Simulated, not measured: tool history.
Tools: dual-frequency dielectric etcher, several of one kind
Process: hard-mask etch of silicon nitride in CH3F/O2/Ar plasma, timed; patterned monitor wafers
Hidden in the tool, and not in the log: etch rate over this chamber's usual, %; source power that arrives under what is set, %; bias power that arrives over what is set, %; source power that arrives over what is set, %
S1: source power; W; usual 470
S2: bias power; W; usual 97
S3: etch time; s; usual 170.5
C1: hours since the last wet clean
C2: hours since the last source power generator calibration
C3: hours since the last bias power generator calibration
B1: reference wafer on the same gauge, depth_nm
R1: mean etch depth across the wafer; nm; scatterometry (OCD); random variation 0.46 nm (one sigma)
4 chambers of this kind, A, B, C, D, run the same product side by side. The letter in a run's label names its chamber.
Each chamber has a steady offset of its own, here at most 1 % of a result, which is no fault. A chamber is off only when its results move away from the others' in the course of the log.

run 1A hour=6.7 | S1=470 S2=97 S3=170.5 | C1=48.2 C2=252.8 C3=458.7 | B1=121.99 | R1=140.52
run 2B hour=20.2 | S1=470 S2=97 S3=170.5 | C1=208.1 C2=3226.1 C3=1406.7 | B1=121.94 | R1=141.76
run 3C hour=30.9 | S1=470 S2=97 S3=170.5 | C1=599.4 C2=1587.6 C3=2920.3 | B1=121.94 | R1=141.51
run 4D hour=38.5 | S1=470 S2=97 S3=170.5 | C1=401.5 C2=911.9 C3=1392.5 | B1=121.93 | R1=140.46
run 5D hour=47.1 | S1=470 S2=97 S3=170.5 | C1=410.1 C2=920.5 C3=1401.1 | B1=121.98 | R1=141.15
run 6A hour=56.6 | S1=470 S2=97 S3=170.5 | C1=98.1 C2=302.7 C3=508.6 | B1=122.11 | R1=141.02
run 7B hour=69.5 | S1=470 S2=97 S3=170.5 | C1=257.4 C2=3275.4 C3=1456.0 | B1=121.89 | R1=141.70
run 8C hour=78.4 | S1=470 S2=97 S3=170.5 | C1=646.9 C2=1635.1 C3=2967.8 | B1=122.04 | R1=142.34
run 9B hour=91.7 | S1=470 S2=97 S3=170.5 | C1=279.6 C2=3297.6 C3=1478.2 | B1=122.09 | R1=141.61
run 10C hour=105.8 | S1=470 S2=97 S3=170.5 | C1=674.3 C2=1662.5 C3=2995.2 | B1=121.92 | R1=141.38
run 11D hour=114.5 | S1=390 S2=97 S3=170.5 | C1=477.5 C2=987.9 C3=1468.5 | B1=121.92 | R1=131.57
run 12A hour=123.7 | S1=390 S2=97 S3=170.5 | C1=165.2 C2=369.8 C3=575.7 | B1=122.03 | R1=132.05
-- hour=123.9 chamber C: wet clean of the chamber
run 13D hour=131.0 | S1=390 S2=97 S3=170.5 | C1=494.0 C2=1004.4 C3=1485.0 | B1=121.98 | R1=130.60
run 14B hour=138.7 | S1=390 S2=97 S3=170.5 | C1=326.6 C2=3344.6 C3=1525.2 | B1=122.04 | R1=133.34
run 15C hour=152.6 | S1=470 S2=97 S3=170.5 | C1=28.8 C2=1709.3 C3=3042.0 | B1=122.01 | R1=148.26
run 16A hour=163.8 | S1=470 S2=97 S3=170.5 | C1=205.3 C2=409.9 C3=615.8 | B1=122.07 | R1=140.21
run 17A hour=176.6 | S1=470 S2=97 S3=170.5 | C1=218.1 C2=422.7 C3=628.6 | B1=122.02 | R1=140.80
run 18D hour=190.5 | S1=470 S2=97 S3=170.5 | C1=553.5 C2=1063.9 C3=1544.5 | B1=122.00 | R1=140.52
run 19C hour=201.0 | S1=470 S2=97 S3=170.5 | C1=77.2 C2=1757.7 C3=3090.4 | B1=121.95 | R1=148.13
-- hour=213.8 chamber D: wet clean of the chamber
run 20B hour=215.2 | S1=470 S2=97 S3=170.5 | C1=403.1 C2=3421.1 C3=1601.7 | B1=122.02 | R1=142.62
-- hour=221.1 chamber B: source power generator calibrated
-- hour=222.4 chamber B: wet clean of the chamber
run 21B hour=227.1 | S1=470 S2=97 S3=170.5 | C1=4.8 C2=6.1 C3=1613.6 | B1=122.04 | R1=142.01
run 22A hour=236.9 | S1=470 S2=97 S3=170.5 | C1=278.4 C2=483.0 C3=688.9 | B1=121.93 | R1=141.05
run 23C hour=244.2 | S1=470 S2=97 S3=170.5 | C1=120.4 C2=1800.9 C3=3133.6 | B1=122.03 | R1=148.23
run 24D hour=254.6 | S1=470 S2=97 S3=170.5 | C1=40.9 C2=1128.0 C3=1608.6 | B1=121.98 | R1=140.24
run 25B hour=265.4 | S1=350 S2=112 S3=170.5 | C1=43.1 C2=44.4 C3=1651.9 | B1=121.96 | R1=134.62

All 4 chambers run these settings next. Forecast each chamber's results:
run 26A hour=276.1 | S1=470 S2=97 S3=170.5 | R1=?
run 26B hour=276.1 | S1=470 S2=97 S3=170.5 | R1=?
run 26C hour=276.1 | S1=470 S2=97 S3=170.5 | R1=?
run 26D hour=276.1 | S1=470 S2=97 S3=170.5 | R1=?

run=26A R1=139.99
run=26B R1=141.86
run=26C R1=148.30
run=26D R1=139.90
